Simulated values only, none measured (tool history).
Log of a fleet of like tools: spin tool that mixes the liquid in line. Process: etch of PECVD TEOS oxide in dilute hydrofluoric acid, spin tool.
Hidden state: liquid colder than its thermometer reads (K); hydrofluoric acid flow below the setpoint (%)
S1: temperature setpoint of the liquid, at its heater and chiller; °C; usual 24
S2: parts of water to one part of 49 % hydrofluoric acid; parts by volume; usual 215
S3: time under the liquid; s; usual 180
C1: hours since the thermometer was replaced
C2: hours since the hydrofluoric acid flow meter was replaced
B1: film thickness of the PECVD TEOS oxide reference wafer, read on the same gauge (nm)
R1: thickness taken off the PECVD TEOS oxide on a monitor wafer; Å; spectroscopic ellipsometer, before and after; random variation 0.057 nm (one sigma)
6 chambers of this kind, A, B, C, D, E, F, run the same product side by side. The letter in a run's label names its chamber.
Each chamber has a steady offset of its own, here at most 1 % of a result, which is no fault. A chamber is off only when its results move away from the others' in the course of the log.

run	hour	S1	S2	S3	C1	C2	B1	R1
1D	7.8	24	215	180	1043.2	1955.7	49.995	130.71
# hour 14.2: chamber F: hydrofluoric acid flow meter replaced
2F	17.6	24	215	180	66.9	3.4	50.001	129.17
3B	27	24	215	180	316.2	442.3	49.986	129.9
4A	34.6	24	215	180	481.9	480.8	50.008	128.88
5C	38.9	24	215	180	1029	577.9	49.999	130.48
6E	45.2	24	215	180	126.7	1012.1	50.044	130.01
7B	50.8	24	215	180	340	466.1	50.021	129.85
8D	60.6	24	215	180	1096	2008.5	50	130.84
9E	66.8	24	215	180	148.3	1033.7	50.006	130.44
10A	73.2	24	215	180	520.5	519.4	50.007	130.42
11F	79.2	24	215	180	128.5	65	50.018	129.79
12C	83.7	24	300	180	1073.8	622.7	50.029	86.423
13E	93	24	300	180	174.5	1059.9	50.013	85.654
14B	99.4	24	300	180	388.6	514.7	50.004	85.686
15C	109	24	300	180	1099.1	648	50.004	86.003
16A	114.5	24	300	180	561.8	560.7	49.987	85.261
17F	119.8	24	300	180	169.1	105.6	49.979	85.161
# hour 124.4: chamber A: hydrofluoric acid flow meter replaced
18D	126.1	24	215	180	1161.5	2074	49.993	130.34
19E	130.9	24	215	180	212.4	1097.8	49.965	129.97
20C	135.9	24	215	180	1126	674.9	49.965	129.44
21B	143	24	215	240	432.2	558.3	50.01	171.37
22D	149.3	24	215	240	1184.7	2097.2	50.017	174.09
23F	158.1	24	215	240	207.4	143.9	49.982	172.91
24A	165.7	24	215	240	613	41.4	49.962	173.81
25D	171.6	24	215	240	1207	2119.5	49.976	173.61
26F	179.3	24	215	240	228.6	165.1	50.02	172.24
27B	185.5	24	215	180	474.7	600.8	49.993	126.13
28A	190.2	24	215	180	637.5	65.9	50.003	129.63
29E	197.3	24	215	180	278.8	1164.2	49.961	130.49
# hour 201.1: chamber D: thermometer replaced
30C	202.1	24	215	180	1192.2	741.1	50.002	129.65
31E	208.3	24	215	180	289.8	1175.2	50.005	129.92
32F	214.6	24	215	180	263.9	200.4	50.005	130.19
33A	220	24	215	180	667.3	95.7	50.011	130.04
34D	227.9	24	215	180	26.9	2175.8	50.005	129.59
35B	237.2	24	215	180	526.4	652.5	50.004	124.73
36C	241.7	24	215	180	1231.8	780.7	49.978	130.24
37F	246.2	24	215	180	295.5	232	49.974	127.82
38B	250.8	21	215	110	540	666.1	49.989	67.818
# hour 252.8: chamber B: thermometer replaced
39C	258.2	21	215	110	1248.3	797.2	50.022	71.466
40D	265.9	21	215	110	64.9	2213.8	50.016	71.01
41A	275.7	21	215	110	723	151.4	50.01	70.616
42E	282.1	21	215	110	363.6	1249	49.993	70.66
43B	291.1	21	215	110	38.3	706.4	49.988	66.989
44C	299.9	24	215	180	1290	838.9	50.026	130.61

Is one chamber off against the others, does the gauge drift, or is nothing wrong? If a chamber is off, say which, and what the likeliest cause is.

Chamber B drifts away from the others.
Cause: hydrofluoric acid flow below the setpoint (%) = 4.96.

Here are 4 candidates for chamber B's next run, each the usual settings with a change, their results left as question marks. Which one brings its results back in line with what the others give on the usual settings?
In line means no further than this from the other chambers' mean on the usual settings: R1 2 Å
45B-1	306.9	24	220	180				?
45B-2	306.9	24	215	185				?
45B-3	306.9	24	205	180				?
45B-4	306.9	24	215	170				?

The other chambers' mean on the usual settings: R1 129.89 Å
run	R1
45B-1	118.92
45B-2	125.71
45B-3	129.62
45B-4	115.52
45B-3 brings the chamber back in line.
